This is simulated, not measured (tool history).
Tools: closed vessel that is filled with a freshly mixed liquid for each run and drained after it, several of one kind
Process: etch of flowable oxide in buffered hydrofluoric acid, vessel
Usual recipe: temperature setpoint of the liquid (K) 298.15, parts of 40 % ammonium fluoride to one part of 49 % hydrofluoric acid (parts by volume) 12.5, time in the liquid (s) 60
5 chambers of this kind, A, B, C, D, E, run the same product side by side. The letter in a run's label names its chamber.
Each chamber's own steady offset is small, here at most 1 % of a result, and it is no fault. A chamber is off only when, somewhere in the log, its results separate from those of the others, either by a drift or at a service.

run	hour	temperature setpoint of the liquid (K)	parts of 40 % ammonium fluoride to one part of 49 % hydrofluoric acid (parts by volume)	time in the liquid (s)	hours since the thermometer was replaced	hours since the hydrofluoric acid flow meter was replaced	read-back film thickness of the flowable oxide reference wafer, read on the same gauge (nm)	thickness taken off the flowable oxide on a monitor wafer (Å)
1B	14.0	298.15	12.5	60	1047.5	990.2	30.024	2797.5
2C	23.1	298.15	12.5	60	610.1	1210.4	30.026	2801.6
# hour 32.9: chamber E: thermometer replaced
3A	36.3	298.15	12.5	60	953.5	66.3	29.981	2764.9
4E	46.0	298.15	12.5	60	13.1	773.3	30.041	2802.9
5D	53.0	298.15	12.5	60	441.9	218.4	29.994	2838.0
6E	63.2	298.15	12.5	60	30.3	790.5	30.036	2827.3
7D	76.6	298.15	12.5	60	465.5	242.0	29.932	2849.4
8A	91.3	298.15	12.5	60	1008.5	121.3	29.987	2789.2
9C	99.4	298.15	12.5	60	686.4	1286.7	29.984	2775.7
10B	114.2	298.15	12.5	60	1147.7	1090.4	30.012	2799.2
11B	123.5	298.15	12.5	60	1157.0	1099.7	30.002	2824.9
12A	136.1	298.15	12.5	60	1053.3	166.1	30.029	2793.1
13C	149.4	298.15	12.5	60	736.4	1336.7	29.948	2812.2
14D	163.5	294.15	11.0	60	552.4	328.9	30.000	2543.4
15E	171.3	294.15	11.0	60	138.4	898.6	29.989	2545.0
16A	180.9	294.15	11.0	60	1098.1	210.9	29.969	2540.7
17D	195.4	294.15	11.0	60	584.3	360.8	29.959	2530.7
18B	209.1	294.15	11.0	60	1242.6	1185.3	30.024	2559.6
19C	216.7	298.15	12.5	60	803.7	1404.0	29.978	2791.5
20E	230.5	298.15	12.5	60	197.6	957.8	30.007	2832.6
21C	240.2	298.15	12.5	60	827.2	1427.5	29.959	2793.4
22D	253.7	298.15	12.5	60	642.6	419.1	30.003	2778.4
23B	262.7	298.15	12.5	60	1296.2	1238.9	29.990	2801.4
24E	277.3	298.15	12.5	60	244.4	1004.6	30.012	2869.5
25A	288.5	298.15	12.5	60	1205.7	318.5	29.963	2771.2
26B	300.3	300.65	12.5	60	1333.8	1276.5	29.991	3183.1
27C	311.3	300.65	12.5	60	898.3	1498.6	30.006	3170.7
28D	321.3	300.65	12.5	60	710.2	486.7	29.994	3193.5
29E	335.1	300.65	12.5	60	302.2	1062.4	30.007	3238.3
# hour 339.4: chamber D: thermometer replaced
30A	344.5	300.65	12.5	60	1261.7	374.5	29.971	3186.4
31D	355.2	298.15	12.5	60	15.9	520.6	30.030	2815.6
32A	363.9	298.15	12.5	60	1281.1	393.9	30.008	2800.3
# hour 373.6: chamber E: hydrofluoric acid flow meter replaced
33C	375.2	298.15	16.5	75	962.2	1562.5	30.053	2670.3
34E	389.2	298.15	16.5	75	356.3	15.7	29.977	2679.9
35B	404.1	298.15	16.5	75	1437.6	1380.3	29.991	2677.1
36A	414.0	298.15	16.5	75	1331.2	444.0	30.014	2650.7
37D	428.4	298.15	16.5	75	89.1	593.8	30.056	2642.2

For the next run the whole fleet of 5 chambers uses the same settings. Give each chamber's results:
38A	439.3	298.15	14.0	60				?
38B	439.3	298.15	14.0	60				?
38C	439.3	298.15	14.0	60				?
38D	439.3	298.15	14.0	60				?
38E	439.3	298.15	14.0	60				?

run	thickness taken off the flowable oxide on a monitor wafer (Å)
38A	2514.6
38B	2549.1
38C	2479.3
38D	2538.3
38E	2514.0
